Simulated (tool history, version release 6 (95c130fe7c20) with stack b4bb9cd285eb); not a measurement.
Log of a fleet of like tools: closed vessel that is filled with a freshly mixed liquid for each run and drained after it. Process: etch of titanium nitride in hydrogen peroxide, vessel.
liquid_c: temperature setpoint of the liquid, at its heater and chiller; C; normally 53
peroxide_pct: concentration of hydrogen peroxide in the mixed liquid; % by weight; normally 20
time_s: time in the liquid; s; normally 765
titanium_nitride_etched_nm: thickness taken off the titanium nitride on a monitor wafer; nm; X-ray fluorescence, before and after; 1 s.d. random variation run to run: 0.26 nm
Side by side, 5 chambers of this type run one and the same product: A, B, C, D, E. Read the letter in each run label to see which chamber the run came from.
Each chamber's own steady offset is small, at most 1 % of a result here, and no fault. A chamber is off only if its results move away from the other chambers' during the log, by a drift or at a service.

| run | hour | liquid_c | peroxide_pct | time_s | hours since the thermometer was replaced | hours since the peroxide flow meter was replaced | hours since the drum of peroxide was connected | read-back film thickness of the titanium nitride reference wafer, read on the same gauge (nm) | titanium_nitride_etched_nm |
|---|---|---|---|---|---|---|---|---|---|
| 1A | 9.1 | 53 | 20 | 765 | 575.7 | 512.5 | 122 | 60.024 | 56.642 |
| 2D | 16.3 | 53 | 20 | 765 | 994.7 | 992.7 | 36.9 | 60.027 | 56.836 |
| 3E | 23.9 | 53 | 20 | 765 | 1593.1 | 290.8 | 744.8 | 60.055 | 56.208 |
| 4B | 30.1 | 53 | 20 | 765 | 1303.9 | 1606 | 756.4 | 60.001 | 56.298 |
| 5C | 41.1 | 53 | 20 | 765 | 1444.4 | 485.7 | 351.6 | 60.018 | 56.959 |
| 6A | 48.9 | 53 | 20 | 765 | 615.5 | 552.3 | 161.8 | 60.01 | 56.906 |
| 7D | 54.5 | 53 | 20 | 765 | 1032.9 | 1030.9 | 75.1 | 59.998 | 57.344 |
| 8B | 64.4 | 53 | 20 | 765 | 1338.2 | 1640.3 | 790.7 | 59.966 | 56.391 |
| 9E | 74.7 | 53 | 20 | 765 | 1643.9 | 341.6 | 795.6 | 60.002 | 55.812 |
|  | 80.2 | chamber B: new drum of peroxide connected |
| 10C | 81.9 | 53 | 20 | 765 | 1485.2 | 526.5 | 392.4 | 59.99 | 56.599 |
| 11D | 89.5 | 53 | 20 | 765 | 1067.9 | 1065.9 | 110.1 | 59.957 | 57.23 |
| 12C | 99.8 | 53 | 20 | 765 | 1503.1 | 544.4 | 410.3 | 59.975 | 56.748 |
| 13E | 109.6 | 61.5 | 20 | 625 | 1678.8 | 376.5 | 830.5 | 60.066 | 81.986 |
| 14B | 118.5 | 61.5 | 20 | 625 | 1392.3 | 1694.4 | 38.4 | 59.996 | 83.04 |
| 15A | 123.8 | 61.5 | 20 | 625 | 690.4 | 627.2 | 236.7 | 59.997 | 83.961 |
| 16C | 135.4 | 61.5 | 20 | 625 | 1538.7 | 580 | 445.9 | 60.034 | 83.681 |
| 17E | 141.3 | 61.5 | 20 | 625 | 1710.5 | 408.2 | 862.2 | 59.967 | 82.351 |
| 18B | 153.1 | 53 | 20 | 765 | 1426.9 | 1729 | 73 | 59.995 | 56.658 |
| 19A | 164 | 53 | 20 | 765 | 730.6 | 667.4 | 276.9 | 60.011 | 56.109 |
| 20D | 175.3 | 53 | 20 | 765 | 1153.7 | 1151.7 | 195.9 | 60.009 | 57.193 |
| 21C | 183.8 | 53 | 20 | 1125 | 1587.1 | 628.4 | 494.3 | 60.034 | 83.207 |
| 22A | 192.6 | 53 | 20 | 1125 | 759.2 | 696 | 305.5 | 60.002 | 82.233 |
| 23D | 197.8 | 53 | 20 | 1125 | 1176.2 | 1174.2 | 218.4 | 60.007 | 84.131 |
| 24B | 205.9 | 53 | 20 | 1125 | 1479.7 | 1781.8 | 125.8 | 59.98 | 82.677 |
| 25E | 212.2 | 53 | 20 | 1125 | 1781.4 | 479.1 | 933.1 | 59.964 | 82.345 |
| 26D | 218.8 | 53 | 20 | 765 | 1197.2 | 1195.2 | 239.4 | 60.002 | 56.567 |
| 27B | 227.6 | 53 | 20 | 765 | 1501.4 | 1803.5 | 147.5 | 60.007 | 56.612 |
| 28A | 236.9 | 53 | 20 | 765 | 803.5 | 740.3 | 349.8 | 60.009 | 55.848 |
| 29E | 247.5 | 45 | 20 | 500 | 1816.7 | 514.4 | 968.4 | 59.977 | 20.736 |
| 30C | 254.1 | 45 | 20 | 500 | 1657.4 | 698.7 | 564.6 | 60.021 | 20.816 |
| 31B | 259.3 | 45 | 20 | 500 | 1533.1 | 1835.2 | 179.2 | 60.012 | 20.822 |
| 32D | 265.6 | 45 | 20 | 500 | 1244 | 1242 | 286.2 | 60.024 | 20.826 |
| 33A | 275.3 | 45 | 20 | 500 | 841.9 | 778.7 | 388.2 | 60.008 | 20.136 |
| 34C | 287 | 53 | 20 | 765 | 1690.3 | 731.6 | 597.5 | 59.992 | 57.19 |
| 35E | 296.6 | 53 | 20 | 765 | 1865.8 | 563.5 | 1017.5 | 60.011 | 56.105 |
| 36C | 302.9 | 53 | 20 | 765 | 1706.2 | 747.5 | 613.4 | 59.998 | 56.726 |
| 37A | 309.9 | 53 | 20 | 765 | 876.5 | 813.3 | 422.8 | 60.031 | 55.199 |
| 38B | 315.2 | 53 | 20 | 765 | 1589 | 1891.1 | 235.1 | 60.028 | 56.974 |
| 39E | 321.9 | 53 | 20 | 765 | 1891.1 | 588.8 | 1042.8 | 60.021 | 56.389 |
| 40D | 329.4 | 53 | 20 | 765 | 1307.8 | 1305.8 | 350 | 59.957 | 56.719 |
| 41C | 335 | 53 | 20 | 765 | 1738.3 | 779.6 | 645.5 | 59.926 | 56.859 |
| 42D | 340.8 | 53 | 20 | 765 | 1319.2 | 1317.2 | 361.4 | 59.996 | 56.79 |
| 43B | 347.8 | 53 | 20 | 765 | 1621.6 | 1923.7 | 267.7 | 59.992 | 56.529 |
| 44E | 358.3 | 53 | 20 | 765 | 1927.5 | 625.2 | 1079.2 | 59.967 | 56.791 |

Next, all 5 chambers run the settings below, one line each with question marks for the results. What does each chamber give?
| 45A | 366.9 | 61.5 | 20 | 765 |  |  |  |  | ? |
| 45B | 366.9 | 61.5 | 20 | 765 |  |  |  |  | ? |
| 45C | 366.9 | 61.5 | 20 | 765 |  |  |  |  | ? |
| 45D | 366.9 | 61.5 | 20 | 765 |  |  |  |  | ? |
| 45E | 366.9 | 61.5 | 20 | 765 |  |  |  |  | ? |

| run | titanium_nitride_etched_nm |
|---|---|
| 45A | 100.35 |
| 45B | 100.78 |
| 45C | 102.32 |
| 45D | 101.84 |
| 45E | 100.23 |
